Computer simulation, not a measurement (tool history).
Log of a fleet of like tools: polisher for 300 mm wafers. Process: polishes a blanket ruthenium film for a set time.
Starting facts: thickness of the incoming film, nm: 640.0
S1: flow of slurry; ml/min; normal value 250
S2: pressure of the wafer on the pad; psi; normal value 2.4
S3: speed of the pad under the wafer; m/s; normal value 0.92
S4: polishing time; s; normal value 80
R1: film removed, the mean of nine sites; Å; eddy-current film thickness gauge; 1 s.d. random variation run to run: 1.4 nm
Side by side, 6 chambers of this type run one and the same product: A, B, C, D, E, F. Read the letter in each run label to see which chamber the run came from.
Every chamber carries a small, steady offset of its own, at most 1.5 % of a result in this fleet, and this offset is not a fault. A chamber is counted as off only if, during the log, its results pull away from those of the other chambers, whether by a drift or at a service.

run,day,S1,S2,S3,S4,R1
# day 0.242: chamber F: worn pad replaced by a new one
1E,0.279,250,2.4,0.92,80,1083.3
2B,0.629,250,2.4,0.92,80,1074.4
3F,0.962,250,2.4,0.92,80,1110.5
4C,1.162,250,2.4,0.92,80,1085
# day 1.225: chamber D: worn pad replaced by a new one
# day 1.292: chamber E: worn pad replaced by a new one
5D,1.462,250,2.4,0.92,80,1084.5
6A,1.754,250,2.4,0.92,80,1088.8
# day 1.829: chamber C: worn pad replaced by a new one
7B,2.046,250,2.4,0.92,80,1081.1
# day 2.146: chamber C: head pressure recalibrated
8F,2.388,250,2.4,0.92,80,1112.3
# day 2.583: chamber B: head pressure recalibrated
9E,2.588,250,2.4,0.92,80,1105.4
# day 2.812: chamber B: worn pad replaced by a new one
10A,2.958,250,2.4,0.92,80,1095.9
11C,3.338,250,2.4,0.92,80,1097
12D,3.679,250,2.4,0.92,80,1065.4
13A,4.008,250,2.4,0.92,80,1079
14D,4.229,250,2.4,0.92,80,1094.9
# day 4.271: chamber C: worn pad replaced by a new one
15E,4.525,250,2.4,0.92,80,1112.6
# day 4.683: chamber D: worn pad replaced by a new one
16C,4.746,250,2.4,0.92,80,1060.3
17B,4.988,250,2.4,0.92,80,1087.1
# day 5.204: chamber E: worn pad replaced by a new one
# day 5.258: chamber F: head pressure recalibrated
18F,5.333,250,2.4,0.6,102,909.75
# day 5.342: chamber A: worn pad replaced by a new one
# day 5.383: chamber E: head pressure recalibrated
19C,5.662,250,2.4,0.6,102,884.66
20F,5.904,250,2.4,0.6,102,914.68
21E,6.162,250,2.4,0.6,102,925.6
# day 6.367: chamber C: worn pad replaced by a new one
22A,6.479,250,2.4,0.6,102,895.52
# day 6.562: chamber D: head pressure recalibrated
23B,6.804,250,2.4,0.6,102,908.47
# day 6.896: chamber B: worn pad replaced by a new one
# day 6.967: chamber F: worn pad replaced by a new one
24D,7.029,195,2.4,0.92,89,1163.3
# day 7.221: chamber E: slurry nozzle cleaned
25B,7.304,195,2.4,0.92,89,1180.7
26D,7.629,195,2.4,0.92,89,1186.7
27E,7.892,195,2.4,0.92,89,1161.3
28C,8.138,195,2.4,0.92,89,1162
29A,8.338,195,2.4,0.92,89,1170.9
30F,8.654,250,2.4,0.92,80,1082.9
# day 8.717: chamber D: worn pad replaced by a new one
31D,8.862,250,2.4,0.92,80,1088.6
# day 8.938: chamber C: worn pad replaced by a new one
32E,9.229,250,2.4,0.92,80,1054.4
33B,9.612,250,2.4,0.92,80,1105.1
34C,9.875,250,2.4,0.92,80,1079.5
# day 9.967: chamber A: worn pad replaced by a new one
35F,10.254,250,1.9,0.92,80,883.39
36A,10.592,250,1.9,0.92,80,839.71
# day 10.775: chamber F: slurry nozzle cleaned
37F,10.783,250,1.9,0.92,80,875.44
38C,11.162,250,1.9,0.92,80,880.14

Read the log: is a single chamber off, either drifting away or since a service, is the gauge that measures every chamber drifting, or is nothing wrong beyond small per-chamber offsets? Name any odd chamber and what most likely caused it.

The fleet is healthy, with each chamber sitting at its usual small offset and no drift in the gauge.
